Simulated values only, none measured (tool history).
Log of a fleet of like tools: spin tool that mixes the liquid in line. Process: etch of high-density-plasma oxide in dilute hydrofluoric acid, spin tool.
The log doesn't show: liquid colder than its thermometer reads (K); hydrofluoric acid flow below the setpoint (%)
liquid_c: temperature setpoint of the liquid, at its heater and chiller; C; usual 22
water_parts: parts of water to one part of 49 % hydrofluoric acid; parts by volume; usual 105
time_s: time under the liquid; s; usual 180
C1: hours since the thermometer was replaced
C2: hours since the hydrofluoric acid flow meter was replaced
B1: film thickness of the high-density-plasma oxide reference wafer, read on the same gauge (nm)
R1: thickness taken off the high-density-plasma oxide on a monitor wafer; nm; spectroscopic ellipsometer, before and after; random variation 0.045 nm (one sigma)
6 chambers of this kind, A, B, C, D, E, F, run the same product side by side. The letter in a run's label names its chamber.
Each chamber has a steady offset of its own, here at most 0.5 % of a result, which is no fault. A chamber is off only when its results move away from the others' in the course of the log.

run 1C day=0.171 | liquid_c=22 water_parts=105 time_s=180 | C1=342.6 C2=222.9 | B1=130.02 | R1=9.3936
run 2E day=0.45 | liquid_c=22 water_parts=105 time_s=180 | C1=1926.3 C2=21.6 | B1=129.97 | R1=9.5423
run 3A day=0.771 | liquid_c=22 water_parts=105 time_s=180 | C1=338.5 C2=401.5 | B1=130.03 | R1=9.5769
run 4B day=1.067 | liquid_c=22 water_parts=105 time_s=180 | C1=819.2 C2=696.7 | B1=130.04 | R1=9.5214
-- day=1.138 chamber F: hydrofluoric acid flow meter replaced
run 5D day=1.304 | liquid_c=22 water_parts=105 time_s=180 | C1=136 C2=582.1 | B1=130 | R1=9.4677
run 6F day=1.617 | liquid_c=22 water_parts=105 time_s=180 | C1=53.6 C2=11.5 | B1=129.99 | R1=9.55
run 7B day=1.862 | liquid_c=22 water_parts=105 time_s=180 | C1=838.3 C2=715.8 | B1=129.97 | R1=9.5413
run 8F day=2.033 | liquid_c=19.5 water_parts=90 time_s=180 | C1=63.6 C2=21.5 | B1=130.02 | R1=10.109
run 9C day=2.183 | liquid_c=19.5 water_parts=90 time_s=180 | C1=390.9 C2=271.2 | B1=129.97 | R1=10.237
run 10A day=2.504 | liquid_c=19.5 water_parts=90 time_s=180 | C1=380.1 C2=443.1 | B1=130.01 | R1=10.181
run 11D day=2.733 | liquid_c=19.5 water_parts=90 time_s=180 | C1=170.3 C2=616.4 | B1=129.97 | R1=10.182
run 12E day=2.917 | liquid_c=19.5 water_parts=90 time_s=180 | C1=1985.5 C2=80.8 | B1=130.03 | R1=10.25
run 13B day=3.15 | liquid_c=19.5 water_parts=90 time_s=180 | C1=869.2 C2=746.7 | B1=130.01 | R1=10.163
run 14C day=3.396 | liquid_c=22 water_parts=105 time_s=180 | C1=420 C2=300.3 | B1=129.98 | R1=9.4922
run 15A day=3.65 | liquid_c=22 water_parts=60 time_s=180 | C1=407.6 C2=470.6 | B1=129.99 | R1=17.431
run 16E day=3.975 | liquid_c=22 water_parts=60 time_s=180 | C1=2010.9 C2=106.2 | B1=130 | R1=17.848
run 17F day=4.246 | liquid_c=22 water_parts=60 time_s=180 | C1=116.7 C2=74.6 | B1=130.03 | R1=17.525
run 18D day=4.575 | liquid_c=22 water_parts=60 time_s=180 | C1=214.5 C2=660.6 | B1=129.99 | R1=17.789
run 19B day=4.854 | liquid_c=22 water_parts=60 time_s=180 | C1=910.1 C2=787.6 | B1=129.95 | R1=17.661
run 20E day=5 | liquid_c=22 water_parts=60 time_s=180 | C1=2035.5 C2=130.8 | B1=130.02 | R1=17.782
run 21D day=5.204 | liquid_c=22 water_parts=105 time_s=180 | C1=229.6 C2=675.7 | B1=129.98 | R1=9.4032
run 22C day=5.4 | liquid_c=22 water_parts=105 time_s=180 | C1=468.1 C2=348.4 | B1=130.03 | R1=9.5679
run 23A day=5.717 | liquid_c=22 water_parts=105 time_s=180 | C1=457.2 C2=520.2 | B1=130.01 | R1=9.5058
run 24F day=5.896 | liquid_c=20 water_parts=105 time_s=180 | C1=156.3 C2=114.2 | B1=129.99 | R1=8.7511
run 25F day=6.042 | liquid_c=20 water_parts=105 time_s=180 | C1=159.8 C2=117.7 | B1=129.95 | R1=8.7141
run 26E day=6.221 | liquid_c=20 water_parts=105 time_s=180 | C1=2064.8 C2=160.1 | B1=129.95 | R1=8.7894
run 27A day=6.467 | liquid_c=20 water_parts=105 time_s=180 | C1=475.2 C2=538.2 | B1=130 | R1=8.8087
run 28B day=6.65 | liquid_c=20 water_parts=105 time_s=180 | C1=953.2 C2=830.7 | B1=130.01 | R1=8.7898
run 29D day=6.933 | liquid_c=20 water_parts=105 time_s=180 | C1=271.1 C2=717.2 | B1=129.99 | R1=8.6394
run 30C day=7.112 | liquid_c=22 water_parts=105 time_s=180 | C1=509.2 C2=389.5 | B1=129.99 | R1=9.4496
run 31C day=7.333 | liquid_c=22 water_parts=105 time_s=180 | C1=514.5 C2=394.8 | B1=129.99 | R1=9.5068
run 32E day=7.562 | liquid_c=22 water_parts=105 time_s=180 | C1=2097 C2=192.3 | B1=130.01 | R1=9.5101
run 33F day=7.708 | liquid_c=26 water_parts=65 time_s=180 | C1=199.8 C2=157.7 | B1=129.97 | R1=18.881
run 34D day=7.883 | liquid_c=26 water_parts=65 time_s=180 | C1=293.9 C2=740 | B1=130.01 | R1=19.089
run 35A day=8.112 | liquid_c=26 water_parts=65 time_s=180 | C1=514.7 C2=577.7 | B1=130.02 | R1=18.765
run 36B day=8.304 | liquid_c=26 water_parts=65 time_s=180 | C1=992.9 C2=870.4 | B1=129.98 | R1=18.966
run 37E day=8.638 | liquid_c=26 water_parts=65 time_s=180 | C1=2122.8 C2=218.1 | B1=129.97 | R1=18.949

All 6 chambers run these settings next. Forecast each chamber's results:
run 38A day=8.875 | liquid_c=22 water_parts=105 time_s=180 | R1=?
run 38B day=8.875 | liquid_c=22 water_parts=105 time_s=180 | R1=?
run 38C day=8.875 | liquid_c=22 water_parts=105 time_s=180 | R1=?
run 38D day=8.875 | liquid_c=22 water_parts=105 time_s=180 | R1=?
run 38E day=8.875 | liquid_c=22 water_parts=105 time_s=180 | R1=?
run 38F day=8.875 | liquid_c=22 water_parts=105 time_s=180 | R1=?

run=38A R1=9.5381
run=38B R1=9.4463
run=38C R1=9.5606
run=38D R1=9.4419
run=38E R1=9.5115
run=38F R1=9.4266
